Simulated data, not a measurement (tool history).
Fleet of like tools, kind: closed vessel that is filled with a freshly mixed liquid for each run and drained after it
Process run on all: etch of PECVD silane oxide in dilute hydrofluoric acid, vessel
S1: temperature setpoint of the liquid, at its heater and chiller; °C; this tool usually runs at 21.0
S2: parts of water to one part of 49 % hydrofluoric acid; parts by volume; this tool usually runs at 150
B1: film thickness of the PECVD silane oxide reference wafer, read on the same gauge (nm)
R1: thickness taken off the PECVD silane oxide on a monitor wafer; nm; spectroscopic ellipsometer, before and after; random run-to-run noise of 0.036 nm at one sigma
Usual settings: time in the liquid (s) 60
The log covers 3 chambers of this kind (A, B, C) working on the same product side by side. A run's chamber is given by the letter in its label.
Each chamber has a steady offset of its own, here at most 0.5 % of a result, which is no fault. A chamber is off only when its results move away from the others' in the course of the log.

{"run": "1A", "day": 0.104, "S1": 21.0, "S2": 150, "time in the liquid (s)": 60, "B1": 29.99, "R1": 5.9749}
{"run": "2C", "day": 0.242, "S1": 21.0, "S2": 150, "time in the liquid (s)": 60, "B1": 29.991, "R1": 6.0283}
{"run": "3B", "day": 0.379, "S1": 21.0, "S2": 150, "time in the liquid (s)": 60, "B1": 30.005, "R1": 5.9697}
{"run": "4A", "day": 0.492, "S1": 21.0, "S2": 150, "time in the liquid (s)": 60, "B1": 30.011, "R1": 6.0205}
{"run": "5C", "day": 0.65, "S1": 17.5, "S2": 150, "time in the liquid (s)": 60, "B1": 29.995, "R1": 5.2499}
{"run": "6B", "day": 0.821, "S1": 17.5, "S2": 150, "time in the liquid (s)": 60, "B1": 30.012, "R1": 5.2856}
{"run": "7A", "day": 0.975, "S1": 17.5, "S2": 150, "time in the liquid (s)": 60, "B1": 29.996, "R1": 5.1631}
{"run": "8B", "day": 1.067, "S1": 21.0, "S2": 150, "time in the liquid (s)": 45, "B1": 29.999, "R1": 4.4542}
{"run": "9C", "day": 1.183, "S1": 21.0, "S2": 150, "time in the liquid (s)": 45, "B1": 30.0, "R1": 4.4931}
{"run": "10A", "day": 1.292, "S1": 21.0, "S2": 150, "time in the liquid (s)": 45, "B1": 30.017, "R1": 4.4957}
{"run": "11C", "day": 1.383, "S1": 21.0, "S2": 150, "time in the liquid (s)": 60, "B1": 30.001, "R1": 6.051}
{"run": "12B", "day": 1.508, "S1": 21.0, "S2": 150, "time in the liquid (s)": 60, "B1": 30.006, "R1": 6.0406}
{"run": "13B", "day": 1.629, "S1": 21.0, "S2": 150, "time in the liquid (s)": 60, "B1": 29.971, "R1": 6.0668}
{"run": "14C", "day": 1.758, "S1": 21.0, "S2": 185, "time in the liquid (s)": 30, "B1": 30.006, "R1": 2.3555}
{"run": "15A", "day": 1.929, "S1": 21.0, "S2": 185, "time in the liquid (s)": 30, "B1": 29.998, "R1": 2.359}
{"run": "16B", "day": 2.017, "S1": 21.0, "S2": 185, "time in the liquid (s)": 30, "B1": 30.007, "R1": 2.3456}
{"run": "17A", "day": 2.192, "S1": 21.0, "S2": 150, "time in the liquid (s)": 45, "B1": 29.995, "R1": 4.4841}
{"run": "18C", "day": 2.3, "S1": 21.0, "S2": 150, "time in the liquid (s)": 45, "B1": 29.988, "R1": 4.4771}
{"run": "19C", "day": 2.408, "S1": 21.0, "S2": 150, "time in the liquid (s)": 45, "B1": 30.011, "R1": 4.5071}
{"run": "20A", "day": 2.546, "S1": 21.0, "S2": 150, "time in the liquid (s)": 60, "B1": 29.992, "R1": 6.058}
{"run": "21B", "day": 2.638, "S1": 24.5, "S2": 150, "time in the liquid (s)": 40, "B1": 30.013, "R1": 4.5567}
{"run": "22A", "day": 2.758, "S1": 24.5, "S2": 150, "time in the liquid (s)": 40, "B1": 30.007, "R1": 4.5534}
{"run": "23C", "day": 2.854, "S1": 24.5, "S2": 150, "time in the liquid (s)": 40, "B1": 29.999, "R1": 4.5792}
{"run": "24B", "day": 2.938, "S1": 21.0, "S2": 150, "time in the liquid (s)": 60, "B1": 29.982, "R1": 5.9593}
{"run": "25A", "day": 3.117, "S1": 21.0, "S2": 150, "time in the liquid (s)": 60, "B1": 30.012, "R1": 6.0228}

Next, every chamber runs the same settings. What will each give?
{"run": "26A", "day": 3.25, "S1": 21.0, "S2": 150, "time in the liquid (s)": 60, "R1": "?"}
{"run": "26B", "day": 3.25, "S1": 21.0, "S2": 150, "time in the liquid (s)": 60, "R1": "?"}
{"run": "26C", "day": 3.25, "S1": 21.0, "S2": 150, "time in the liquid (s)": 60, "R1": "?"}

run=26A R1=5.9814
run=26B R1=5.9487
run=26C R1=6.0394

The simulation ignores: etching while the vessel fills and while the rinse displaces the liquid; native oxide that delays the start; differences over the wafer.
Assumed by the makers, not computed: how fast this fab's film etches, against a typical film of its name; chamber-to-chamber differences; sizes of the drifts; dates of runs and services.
